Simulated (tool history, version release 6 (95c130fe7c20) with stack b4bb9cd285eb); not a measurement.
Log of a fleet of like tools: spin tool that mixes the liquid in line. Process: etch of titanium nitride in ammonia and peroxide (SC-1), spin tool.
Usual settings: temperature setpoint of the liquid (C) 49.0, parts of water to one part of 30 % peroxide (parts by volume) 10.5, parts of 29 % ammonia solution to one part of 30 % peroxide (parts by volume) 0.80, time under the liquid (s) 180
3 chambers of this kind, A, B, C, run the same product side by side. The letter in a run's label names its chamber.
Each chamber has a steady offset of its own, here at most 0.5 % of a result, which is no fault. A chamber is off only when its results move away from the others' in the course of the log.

run,hour,temperature setpoint of the liquid (C),parts of water to one part of 30 % peroxide (parts by volume),parts of 29 % ammonia solution to one part of 30 % peroxide (parts by volume),time under the liquid (s),hours since the thermometer was replaced,hours since the ammonia flow meter was replaced,hours since the heated supply line was repaired,hours since the drum of ammonia solution was connected,"read-back film thickness of the titanium nitride reference wafer, read on the same gauge (nm)",thickness taken off the titanium nitride on a monitor wafer (Å)
1C,11.2,49.0,10.5,0.80,180,755.5,1184.8,2550.8,276.4,139.99,121.99
2B,21.4,49.0,10.5,0.80,180,988.8,1909.3,938.8,446.1,140.04,122.09
3A,36.0,49.0,10.5,0.80,180,941.8,954.6,2240.6,44.7,139.99,122.41
4C,50.6,49.0,10.5,0.80,180,794.9,1224.2,2590.2,315.8,139.99,122.71
5B,61.6,49.0,10.5,0.80,180,1029.0,1949.5,979.0,486.3,140.01,122.37
6A,69.8,49.0,10.5,0.80,180,975.6,988.4,2274.4,78.5,140.01,121.59
7B,77.9,49.0,10.5,0.80,180,1045.3,1965.8,995.3,502.6,140.01,122.56
8C,91.7,49.0,10.5,0.80,180,836.0,1265.3,2631.3,356.9,139.97,121.25
9A,98.7,49.0,10.5,0.80,180,1004.5,1017.3,2303.3,107.4,139.99,123.69
10C,112.0,49.0,10.5,0.80,180,856.3,1285.6,2651.6,377.2,140.01,121.87
11B,118.5,49.0,10.5,0.80,180,1085.9,2006.4,1035.9,543.2,140.00,122.74
12A,129.4,49.0,10.5,0.80,180,1035.2,1048.0,2334.0,138.1,139.99,122.30
13A,138.7,49.0,10.5,0.80,180,1044.5,1057.3,2343.3,147.4,140.01,122.67
14B,152.9,49.0,10.5,0.80,180,1120.3,2040.8,1070.3,577.6,140.00,124.27
15C,165.5,49.0,10.5,0.80,180,909.8,1339.1,2705.1,430.7,139.98,123.24
16A,173.8,49.0,10.5,0.80,180,1079.6,1092.4,2378.4,182.5,140.01,122.79
17B,188.4,49.0,10.5,0.80,180,1155.8,2076.3,1105.8,613.1,139.99,123.41
18C,202.9,49.0,10.5,0.80,180,947.2,1376.5,2742.5,468.1,139.99,122.86
19A,214.1,49.0,10.5,0.95,245,1119.9,1132.7,2418.7,222.8,140.01,172.57
20C,223.5,49.0,10.5,0.95,245,967.8,1397.1,2763.1,488.7,139.96,172.35

Is one chamber off against the others, does the gauge drift, or is nothing wrong? If a chamber is off, say which, and what the likeliest cause is.

No chamber stands off beyond its own small offset, and the gauge holds steady.

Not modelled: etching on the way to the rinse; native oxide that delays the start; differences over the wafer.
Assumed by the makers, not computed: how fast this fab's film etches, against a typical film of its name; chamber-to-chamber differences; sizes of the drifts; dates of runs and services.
